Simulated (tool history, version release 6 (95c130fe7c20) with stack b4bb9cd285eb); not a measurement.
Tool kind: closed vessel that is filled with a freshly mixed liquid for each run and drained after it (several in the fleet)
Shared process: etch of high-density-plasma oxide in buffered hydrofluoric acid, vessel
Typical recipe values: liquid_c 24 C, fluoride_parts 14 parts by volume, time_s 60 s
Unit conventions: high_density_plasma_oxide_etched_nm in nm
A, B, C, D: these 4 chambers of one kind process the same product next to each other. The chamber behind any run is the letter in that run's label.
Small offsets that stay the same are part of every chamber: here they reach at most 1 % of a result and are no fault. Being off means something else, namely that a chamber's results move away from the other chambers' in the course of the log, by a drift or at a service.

run   hour  liquid_c  fluoride_parts  time_s  hours since the thermometer was replaced  hours since the hydrofluoric acid flow meter was replaced  read-back film thickness of the high-density-plasma oxide reference wafer, read on the same gauge (nm)  high_density_plasma_oxide_etched_nm
       1.8  -- chamber B: hydrofluoric acid flow meter replaced
 1B    7.3        24              14      60                                     498.4                                                        5.5                                                                                                  99.991                               84.609
 2C   13.4        24              14      60                                     631.4                                                      183.5                                                                                                  100.01                               86.338
 3A   18.9        24              14      60                                      2332                                                       52.3                                                                                                  100.01                               86.471
 4D   23.3        24              14      60                                    1474.7                                                       73.8                                                                                                   99.99                               86.858
 5C   29.1        24              14      60                                     647.1                                                      199.2                                                                                                  100.01                               86.311
 6D   36.7        24              14      60                                    1488.1                                                       87.2                                                                                                  99.997                               86.418
 7B   43.9        24              14      60                                       535                                                       42.1                                                                                                  100.02                               86.755
 8A   49.5        24              14      60                                    2362.6                                                       82.9                                                                                                  99.991                               86.367
 9D   56.8        24              14      60                                    1508.2                                                      107.3                                                                                                  99.996                                86.64
10A   63.5        24              14      60                                    2376.6                                                       96.9                                                                                                  99.995                               87.238
11B   70.3        24              14      60                                     561.4                                                       68.5                                                                                                  99.997                               85.974
12C   77.3        24              14      60                                     695.3                                                      247.4                                                                                                     100                               86.181
13C   86.4        24              14      60                                     704.4                                                      256.5                                                                                                     100                               84.599
14B   92.5        24              14      60                                     583.6                                                       90.7                                                                                                  100.01                               85.475
15A   97.2        24              14      45                                    2410.3                                                      130.6                                                                                                  99.984                                65.22
16D  104.9        24              14      45                                    1556.3                                                      155.4                                                                                                  100.01                               64.994
17D  109.1        24              14      45                                    1560.5                                                      159.6                                                                                                  99.984                                64.59
18B  115.7        24              14      45                                     606.8                                                      113.9                                                                                                  99.989                               64.777
19C  120.7        24              14      60                                     738.7                                                      290.8                                                                                                  100.01                               85.082
20A  126.8        24              14      75                                    2439.9                                                      160.2                                                                                                  99.965                               108.18
21A  131.9        24              14      75                                      2445                                                      165.3                                                                                                  100.01                               106.59
22C    139        24              14      75                                       757                                                      309.1                                                                                                     100                               105.34
23D  145.5        24              14      75                                    1596.9                                                        196                                                                                                  100.02                               108.49
24B  150.6        24              14      60                                     641.7                                                      148.8                                                                                                  100.01                               85.441
25B  157.5        24              14      60                                     648.6                                                      155.7                                                                                                     100                               85.845
26D  161.6        24              14      60                                      1613                                                      212.1                                                                                                  99.984                               86.543
27C  167.4        24              14      60                                     785.4                                                      337.5                                                                                                     100                               85.765
28A  176.5      25.5              14      85                                    2489.6                                                      209.9                                                                                                  99.991                               136.48
29A  181.6      25.5              14      85                                    2494.7                                                        215                                                                                                  100.01                               133.03
30D  188.8      25.5              14      85                                    1640.2                                                      239.3                                                                                                   99.98                                  133
31B  196.8      25.5              14      85                                     687.9                                                        195                                                                                                     100                               133.54
32C  202.4        24              14      60                                     820.4                                                      372.5                                                                                                  100.01                               84.888
33C  210.5        24              14      60                                     828.5                                                      380.6                                                                                                  99.997                               84.961
34A  217.3        24              14      60                                    2530.4                                                      250.7                                                                                                  99.986                               86.452
35D  222.2        24              14      60                                    1673.6                                                      272.7                                                                                                  99.982                               85.677
36B  228.1        24              14      60                                     719.2                                                      226.3                                                                                                  99.996                               85.927
37C  234.9        24              14      60                                     852.9                                                        405                                                                                                     100                               85.669
38D  240.2        24              14      60                                    1691.6                                                      290.7                                                                                                     100                               86.658

The same settings go to every chamber for the next run, one line per chamber below. Forecast the results for each:
39A  246.7        24              14      60                                                                                                                                                                                                                                                 ?
39B  246.7        24              14      60                                                                                                                                                                                                                                                 ?
39C  246.7        24              14      60                                                                                                                                                                                                                                                 ?
39D  246.7        24              14      60                                                                                                                                                                                                                                                 ?

run  high_density_plasma_oxide_etched_nm
39A                               86.576
39B                               85.582
39C                               85.535
39D                               85.919
